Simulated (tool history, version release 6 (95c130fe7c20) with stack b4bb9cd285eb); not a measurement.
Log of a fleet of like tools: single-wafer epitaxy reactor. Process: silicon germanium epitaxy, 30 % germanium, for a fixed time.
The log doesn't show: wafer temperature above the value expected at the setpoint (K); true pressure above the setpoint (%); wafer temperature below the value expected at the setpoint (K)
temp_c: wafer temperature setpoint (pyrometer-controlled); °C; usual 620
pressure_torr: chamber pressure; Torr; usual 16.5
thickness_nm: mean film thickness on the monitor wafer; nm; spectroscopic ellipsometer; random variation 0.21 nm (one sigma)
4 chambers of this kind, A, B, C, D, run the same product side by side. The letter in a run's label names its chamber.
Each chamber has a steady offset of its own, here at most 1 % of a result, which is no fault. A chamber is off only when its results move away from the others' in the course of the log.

run    day  temp_c  pressure_torr  hours since the last pyrometer calibration  hours since the last manometer calibration  read-back reference wafer on the same gauge, thickness_nm  thickness_nm
     0.171  -- chamber D: capacitance manometer re-zeroed and calibrated
 1A  0.196     620           16.5                                      1113.3                                      1641.3                                                     78.003        79.356
 2D  0.554     620           16.5                                       338.3                                         9.3                                                     77.987         78.53
 3C  0.871     620           16.5                                      1431.2                                        97.1                                                     78.041        77.936
 4B  1.233     620           16.5                                      1770.5                                       677.2                                                     78.024        77.194
 5C  1.517     620           16.5                                      1446.7                                       112.6                                                     78.032        78.154
 6D  1.788     620           16.5                                       367.9                                        38.9                                                      77.98        78.443
 7B  2.083     620           16.5                                      1790.9                                       697.6                                                     78.056        77.509
 8A  2.371     620           16.5                                      1165.5                                      1693.5                                                     78.058         78.72
 9D  2.538     620           16.5                                       385.9                                        56.9                                                     78.023        78.135
10B  2.892     620           16.5                                      1810.3                                         717                                                     77.954        76.967
11C  3.208     620           16.5                                      1487.3                                       153.2                                                     78.019         77.37
12A  3.529     620           16.5                                      1193.3                                      1721.3                                                     77.969        78.627
13A    3.9     620           16.5                                      1202.2                                      1730.2                                                     77.992        78.771
14C  4.062     620           16.5                                      1507.8                                       173.7                                                     77.976        77.442
     4.083  -- chamber A: pyrometer calibrated
15B  4.367     620           19.1                                      1845.7                                       752.4                                                      77.96        81.754
16D  4.625     620           19.1                                         436                                         107                                                     78.023        83.223
17A  4.892     620           19.1                                        19.4                                        1754                                                     77.962        82.919
18D  5.079     620           19.1                                       446.9                                       117.9                                                     77.967        82.956
19C  5.329     620           16.5                                      1538.2                                       204.1                                                     77.973        76.554
20B  5.554     620           16.5                                      1874.2                                       780.9                                                     78.007        77.129
21A  5.746     620           16.5                                        39.9                                      1774.5                                                     78.052        78.541
22D  6.012     620           16.5                                       469.3                                       140.3                                                     77.984        78.337
23C  6.304     620           16.5                                      1561.6                                       227.5                                                     78.023        76.249
24B  6.533     620           16.5                                      1897.7                                       804.4                                                     77.975        77.024
25B  6.875     620           16.5                                      1905.9                                       812.6                                                     77.953         76.94
26D  7.075     620           16.5                                       494.8                                       165.8                                                      77.98        78.705
27A  7.308     620           16.5                                        77.4                                        1812                                                     78.023        78.712
28C    7.5     620           16.5                                      1590.3                                       256.2                                                     78.026        75.922

What goes on in this fleet: one chamber off, a drifting gauge, or nothing beyond the chambers' own small offsets? Name the chamber and the cause, if any.

Chamber C drifts away from the others.
Cause: wafer temperature below the value expected at the setpoint (K) = 1.82.
The log may not tell that from: true pressure below the setpoint (%).

Here are 4 candidates for chamber C's next run, each the usual settings with a change, their results left as question marks. Which one brings its results back in line with what the others give on the usual settings?
In line means no further than this from the other chambers' mean on the usual settings: thickness_nm 0.73 nm
29C-1  7.767     620           15.3                                                                                                                                                                ?
29C-2  7.767     620           17.7                                                                                                                                                                ?
29C-3  7.767     617           16.2                                                                                                                                                                ?
29C-4  7.767     623           16.8                                                                                                                                                                ?

The other chambers' mean on the usual settings: thickness_nm 78.099 nm
  run  thickness_nm
29C-1        73.361
29C-2        77.913
29C-3        71.313
29C-4        80.294
29C-2 brings the chamber back in line.
